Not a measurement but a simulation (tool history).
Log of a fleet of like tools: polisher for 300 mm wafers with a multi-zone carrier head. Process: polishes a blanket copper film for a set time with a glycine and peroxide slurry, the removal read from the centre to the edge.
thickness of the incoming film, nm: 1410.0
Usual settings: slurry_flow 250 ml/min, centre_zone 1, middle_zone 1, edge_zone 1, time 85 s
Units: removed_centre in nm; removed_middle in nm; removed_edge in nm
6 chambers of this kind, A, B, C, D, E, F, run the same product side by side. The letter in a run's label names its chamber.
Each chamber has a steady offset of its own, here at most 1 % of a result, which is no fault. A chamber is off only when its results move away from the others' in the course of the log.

run,hour,slurry_flow,centre_zone,middle_zone,edge_zone,time,wafers polished on this pad,hours since the slurry nozzle was cleaned,hours since the centre zone pressure was calibrated,hours since the edge zone pressure was calibrated,removed_centre,removed_middle,removed_edge
1C,5.5,250,1,1,1,85,615,403.2,762,199.7,371.64,379.04,378.45
# hour 8.5: chamber F: centre zone pressure recalibrated
# hour 8.6: chamber B: worn pad replaced by a new one
# hour 8.7: chamber A: worn pad replaced by a new one
2D,8.9,250,1,1,1,85,729,344.3,69.6,163.7,371.56,370.77,382.75
# hour 11.6: chamber F: worn pad replaced by a new one
3F,12.4,250,1,1,1,85,10,78.4,4,641.6,376.14,368.73,375.41
# hour 15.7: chamber D: worn pad replaced by a new one
4B,16.2,250,1,1,1,85,89,528.5,612.7,315.8,372.51,380.67,383.7
5A,20.2,250,1.07,1,1,98,134,333.4,132.2,524.4,465.09,443.22,432.74
6E,26.1,250,1.07,1,1,98,460,84,32.4,459.7,470.03,428,430.68
7E,32.8,250,1.07,1,1,98,538,90.7,39.1,466.4,460.66,436.36,428.95
8D,36.3,250,1.07,1,1,98,240,371.7,97,191.1,459.57,425.43,425.67
9B,43.5,250,1.07,1,1,98,407,555.8,640,343.1,459.48,443.89,433.72
10F,47.9,250,1.07,1,1,98,423,113.9,39.5,677.1,472.39,425.85,442.51
# hour 48.5: chamber E: worn pad replaced by a new one
11C,55.1,250,1,1,1,85,1193,452.8,811.6,249.3,369.06,377.31,375.06
12A,59.9,250,1,1,1,85,597,373.1,171.9,564.1,372.89,371.21,378.19
13B,63.2,250,1,1,1,85,637,575.5,659.7,362.8,374.78,376.97,380.12
# hour 66.9: chamber B: worn pad replaced by a new one
14E,70.1,250,1,1,1,85,252,128,76.4,503.7,374.56,376.71,370.63
# hour 74: chamber B: slurry nozzle cleaned
15F,75.2,250,1,1,1,85,742,141.2,66.8,704.4,369.99,380.23,373.72
16C,80.6,250,1,1,1,85,1490,478.3,837.1,274.8,371.58,382.66,378.72
# hour 85.4: chamber E: edge zone pressure recalibrated
# hour 87.8: chamber D: worn pad replaced by a new one
17D,87.8,250,1,1,1,85,0,423.2,148.5,242.6,371.8,376.75,374.59
18A,93,250,1,1,1,85,982,406.2,205,597.2,370.93,381.22,377.19
19A,99.8,250,1,1,1,85,1062,413,211.8,604,378.15,375.33,376.77
20B,104.7,250,1,1,1,85,440,30.8,701.2,404.3,372.34,369.37,377.53
# hour 109: chamber E: worn pad replaced by a new one
21F,110.5,250,1,1,1,85,1153,176.5,102.1,739.7,382.73,377.91,372
# hour 111: chamber A: slurry nozzle cleaned
# hour 113: chamber F: worn pad replaced by a new one
22D,114.6,250,1,1,1,85,313,450,175.3,269.4,374.35,373.65,386.67
23C,120.5,250,1,1,1,105,1955,518.2,877,314.7,457.49,453.22,461.46
# hour 121: chamber B: worn pad replaced by a new one
24E,123.8,250,1,1,1,105,172,181.7,130.1,38.5,463.58,475.6,462.88
25A,129.6,250,1,1,1,105,1409,18.6,241.6,633.8,459.87,482.38,466.51
# hour 135.1: chamber A: worn pad replaced by a new one
26D,136.9,250,1,1,1,105,572,472.3,197.6,291.7,460.39,456.68,463.41
27F,144,250,1,1,1,105,361,210,135.6,773.2,461.97,463.26,472.12
28C,149.5,250,1,1,1,105,2293,547.2,906,343.7,448.31,453.46,451.43
29E,154.7,250,1,1,1,85,532,212.6,161,69.4,376.94,368.36,368.93
# hour 159.9: chamber D: worn pad replaced by a new one
30B,160.8,250,1,1,1,85,464,86.9,757.3,460.4,378.41,372.17,365.36
31C,167.2,250,1,1,1,85,2499,564.9,923.7,361.4,359.65,366.12,358.07
# hour 172: chamber B: worn pad replaced by a new one
32A,173.4,250,1,1,1,85,446,62.4,285.4,677.6,374.06,380.13,377.32
33D,176.7,250,1,1,1,85,196,512.1,237.4,331.5,367.8,371.22,382.48
# hour 177.6: chamber E: worn pad replaced by a new one
# hour 180.7: chamber F: slurry nozzle cleaned
34F,180.8,250,1,1,1,85,790,0.1,172.4,810,374.42,375.05,377.65
35B,186.5,250,1,1,1,85,169,112.6,783,486.1,375.75,372.4,365.72
36E,191.9,250,1,1,1,85,167,249.8,198.2,106.6,375.68,362.63,374.27
37A,195.3,250,1,1,1,85,701,84.3,307.3,699.5,372,373.99,372.76
38F,199.2,250,1,1,1,85,1004,18.5,190.8,828.4,375.48,365.79,369.97
39E,203.2,250,1,0.93,1.05,85,299,261.1,209.5,117.9,369.1,360.43,389.49

Next, every chamber runs the same settings. What will each give?
40A,208.6,250,1.09,1,1,85,,,,,?,?,?
40B,208.6,250,1.09,1,1,85,,,,,?,?,?
40C,208.6,250,1.09,1,1,85,,,,,?,?,?
40D,208.6,250,1.09,1,1,85,,,,,?,?,?
40E,208.6,250,1.09,1,1,85,,,,,?,?,?
40F,208.6,250,1.09,1,1,85,,,,,?,?,?

run,removed_centre,removed_middle,removed_edge
40A,415.5,379.21,375.7
40B,416.3,385.71,367.32
40C,386.26,352.84,355.23
40D,410.71,372.86,380.68
40E,416.44,384.05,372.86
40F,418.74,375.3,383.04
